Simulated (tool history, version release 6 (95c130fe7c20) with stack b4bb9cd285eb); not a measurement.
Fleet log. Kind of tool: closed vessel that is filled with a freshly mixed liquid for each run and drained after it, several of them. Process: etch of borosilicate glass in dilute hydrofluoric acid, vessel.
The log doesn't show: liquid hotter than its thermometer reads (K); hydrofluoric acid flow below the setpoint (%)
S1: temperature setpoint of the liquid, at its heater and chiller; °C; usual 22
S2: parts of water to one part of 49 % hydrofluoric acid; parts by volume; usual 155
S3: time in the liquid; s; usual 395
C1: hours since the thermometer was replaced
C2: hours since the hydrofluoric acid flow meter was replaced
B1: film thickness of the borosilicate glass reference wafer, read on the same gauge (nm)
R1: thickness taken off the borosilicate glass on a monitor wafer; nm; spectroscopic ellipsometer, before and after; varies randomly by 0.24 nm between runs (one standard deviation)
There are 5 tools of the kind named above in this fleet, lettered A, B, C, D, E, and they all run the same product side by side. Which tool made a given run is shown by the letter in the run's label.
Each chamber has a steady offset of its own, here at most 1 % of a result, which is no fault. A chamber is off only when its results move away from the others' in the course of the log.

run   hour  S1   S2   S3      C1      C2      B1      R1
 1A    7.5  22  155  395   356.9   881.2  150.05  47.691
 2B   15.4  22  155  395  2676.3   319.8  149.98  46.825
      18.0  -- chamber C: hydrofluoric acid flow meter replaced
 3D   28.8  22  155  395  1436.6   411.8  150.04  47.988
 4E   37.9  22  155  395  1788.3   926.2  149.99  47.623
 5C   47.6  22  155  395  2349.3    29.7  150.00  47.204
 6C   57.0  22  225  465  2358.7    39.1  150.00  35.863
 7D   71.1  22  225  465  1478.9   454.1  149.96  35.635
 8B   85.1  22  225  465  2746.0   389.5  150.01  35.635
 9E   93.8  22  225  465  1844.2   982.1  149.99  35.428
10A  103.9  22  225  465   453.3   977.6  149.98  35.542
     106.1  -- chamber A: hydrofluoric acid flow meter replaced
     109.2  -- chamber B: hydrofluoric acid flow meter replaced
11E  110.3  22  155  395  1860.7   998.6  150.03  46.552
12A  122.6  22  155  395   472.0    16.6  150.06  47.322
13B  129.5  22  155  395  2790.4    20.4  150.00  47.423
14C  143.5  22  155  395  2445.2   125.6  150.00  47.483
15D  154.6  22  155  395  1562.4   537.6  150.00  47.647
16B  162.3  22  155  395  2823.2    53.2  150.02  47.124
     164.3  -- chamber B: thermometer replaced
17E  171.0  22  155  395  1921.4  1059.3  149.96  46.552
18A  178.3  22  155  325   527.7    72.3  149.96  39.390
19C  191.3  22  155  325  2493.0   173.4  150.00  39.087
20D  198.8  22  155  325  1606.6   581.8  150.04  39.358
     200.7  -- chamber A: thermometer replaced
21B  209.2  22  155  325    44.9   100.1  149.99  38.714
22A  220.5  22  155  325    19.8   114.5  150.04  38.959
23E  232.1  22  155  395  1982.5  1120.4  149.95  46.058
24D  240.2  22  155  395  1648.0   623.2  150.01  47.635
25C  249.8  22  155  395  2551.5   231.9  149.97  47.688
26A  257.0  22  155  395    56.3   151.0  149.94  47.320
27C  266.2  22  155  395  2567.9   248.3  150.05  46.900
28D  278.5  22  155  395  1686.3   661.5  150.00  47.748
29B  286.8  22  155  395   122.5   177.7  149.99  47.382
     291.3  -- chamber C: thermometer replaced
30E  293.2  22  155  395  2043.6  1181.5  149.96  45.344
31E  306.6  22  155  395  2057.0  1194.9  150.02  45.614
32A  315.2  22  155  395   114.5   209.2  150.06  47.568
33D  321.4  22  155  395  1729.2   704.4  150.01  47.817
34B  330.7  22  155  395   166.4   221.6  149.99  47.116
35C  338.2  22  155  395    46.9   320.3  149.94  47.213
36A  346.9  22  155  395   146.2   240.9  150.01  47.526
37C  354.0  22  155  395    62.7   336.1  150.05  47.422
38E  367.5  22  155  395  2117.9  1255.8  149.93  45.060
39D  373.8  22  155  395  1781.6   756.8  150.00  47.734
40B  384.8  22  155  395   220.5   275.7  150.05  46.784
41E  394.2  22  155  395  2144.6  1282.5  150.03  44.547
42D  408.5  22  155  395  1816.3   791.5  150.03  47.655

One chamber off, gauge drift, or nothing amiss beyond the chambers' own small offsets? If it is a chamber, which one, and what is the likeliest cause?

Little by little, chamber E moves away from the other chambers.
Likeliest cause: hydrofluoric acid flow below the setpoint (%) = 5.59.
It could be hard to tell apart here from: liquid colder than its thermometer reads (K).

Here are 4 candidates for chamber E's next run, each the usual settings with a change, their results left as question marks. Which one brings its results back in line with what the others give on the usual settings?
Maximum distance from the other chambers' mean on the usual settings for a result to count as in line: R1 0.830 nm
43E-1  418.8  22  160  395               ?
43E-2  418.8  22  150  395               ?
43E-3  418.8  22  155  370               ?
43E-4  418.8  22  155  420               ?

Other chambers, usual settings, mean: R1 47.393 nm
  run      R1
43E-1  42.785
43E-2  46.181
43E-3  41.615
43E-4  47.238
43E-4 is the one that brings the chamber's results back in line with the other chambers.
